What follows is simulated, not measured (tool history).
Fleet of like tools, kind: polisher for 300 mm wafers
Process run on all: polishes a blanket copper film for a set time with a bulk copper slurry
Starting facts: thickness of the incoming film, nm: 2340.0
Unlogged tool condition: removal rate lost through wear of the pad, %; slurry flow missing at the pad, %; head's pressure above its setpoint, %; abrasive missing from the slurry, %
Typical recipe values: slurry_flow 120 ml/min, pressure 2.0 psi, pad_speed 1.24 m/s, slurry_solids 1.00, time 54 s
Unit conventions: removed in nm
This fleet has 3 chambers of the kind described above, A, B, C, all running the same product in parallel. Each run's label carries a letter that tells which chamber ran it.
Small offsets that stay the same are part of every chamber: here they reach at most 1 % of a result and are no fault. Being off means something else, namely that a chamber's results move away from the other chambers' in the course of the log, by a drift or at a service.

| run | hour | slurry_flow | pressure | pad_speed | slurry_solids | time | wafers polished on this pad | hours since the slurry nozzle was cleaned | hours since the head pressure was calibrated | hours since the slurry blender was calibrated | removed |
|---|---|---|---|---|---|---|---|---|---|---|---|
| 1B | 2.6 | 120 | 2.0 | 1.24 | 1.00 | 54 | 149 | 511.8 | 5.4 | 265.0 | 491.92 |
| 2C | 4.8 | 120 | 2.0 | 1.24 | 1.00 | 54 | 946 | 129.8 | 143.4 | 208.9 | 496.23 |
| 3A | 7.4 | 120 | 2.0 | 1.24 | 1.00 | 54 | 108 | 209.0 | 570.4 | 27.4 | 486.97 |
| 4A | 9.8 | 120 | 2.0 | 1.24 | 1.00 | 54 | 133 | 211.4 | 572.8 | 29.8 | 488.83 |
| 5C | 13.5 | 120 | 2.0 | 1.24 | 1.00 | 54 | 1037 | 138.5 | 152.1 | 217.6 | 490.70 |
| 6B | 18.2 | 120 | 2.0 | 1.24 | 1.00 | 54 | 312 | 527.4 | 21.0 | 280.6 | 486.38 |
| 7B | 20.8 | 120 | 2.0 | 1.24 | 0.75 | 54 | 339 | 530.0 | 23.6 | 283.2 | 459.66 |
| 8C | 24.6 | 120 | 2.0 | 1.24 | 0.75 | 54 | 1153 | 149.6 | 163.2 | 228.7 | 460.16 |
| 9A | 26.7 | 120 | 2.0 | 1.24 | 0.75 | 54 | 310 | 228.3 | 589.7 | 46.7 | 461.71 |
| 10C | 29.1 | 120 | 2.0 | 1.24 | 1.00 | 54 | 1200 | 154.1 | 167.7 | 233.2 | 491.31 |
|  | 29.6 | chamber C: worn pad replaced by a new one |
| 11A | 33.2 | 120 | 2.0 | 1.24 | 1.00 | 54 | 378 | 234.8 | 596.2 | 53.2 | 484.66 |
| 12B | 35.7 | 120 | 2.0 | 1.24 | 1.00 | 54 | 495 | 544.9 | 38.5 | 298.1 | 484.38 |
|  | 38.2 | chamber B: worn pad replaced by a new one |
| 13C | 38.5 | 135 | 2.0 | 1.24 | 1.00 | 54 | 93 | 163.5 | 177.1 | 242.6 | 510.91 |
|  | 40.0 | chamber B: slurry blender recalibrated |
|  | 40.2 | chamber A: head pressure recalibrated |
|  | 40.8 | chamber A: worn pad replaced by a new one |
| 14A | 43.3 | 135 | 2.0 | 1.24 | 1.00 | 54 | 26 | 244.9 | 3.2 | 63.3 | 556.70 |
| 15B | 48.0 | 135 | 2.0 | 1.24 | 1.00 | 54 | 102 | 557.2 | 50.8 | 8.1 | 495.99 |
| 16C | 51.3 | 120 | 2.0 | 1.24 | 1.00 | 54 | 227 | 176.3 | 189.9 | 255.4 | 496.65 |
| 17A | 54.8 | 120 | 2.0 | 1.24 | 1.00 | 54 | 146 | 256.4 | 14.7 | 74.8 | 549.15 |
| 18B | 58.3 | 120 | 2.0 | 1.24 | 1.00 | 54 | 210 | 567.5 | 61.1 | 18.4 | 490.53 |
| 19A | 62.0 | 80 | 2.4 | 1.24 | 1.00 | 54 | 221 | 263.6 | 21.9 | 82.0 | 585.55 |
|  | 64.5 | chamber C: slurry blender recalibrated |
| 20B | 66.6 | 80 | 2.4 | 1.24 | 1.00 | 54 | 297 | 575.8 | 69.4 | 26.7 | 524.47 |
| 21C | 70.1 | 80 | 2.4 | 1.24 | 1.00 | 54 | 424 | 195.1 | 208.7 | 5.6 | 539.73 |

Next, all 3 chambers run the settings below, one line each with question marks for the results. What does each chamber give?
| 22A | 73.5 | 120 | 2.0 | 1.24 | 1.00 | 54 |  |  |  |  | ? |
| 22B | 73.5 | 120 | 2.0 | 1.24 | 1.00 | 54 |  |  |  |  | ? |
| 22C | 73.5 | 120 | 2.0 | 1.24 | 1.00 | 54 |  |  |  |  | ? |

| run | removed |
|---|---|
| 22A | 539.66 |
| 22B | 488.77 |
| 22C | 486.79 |
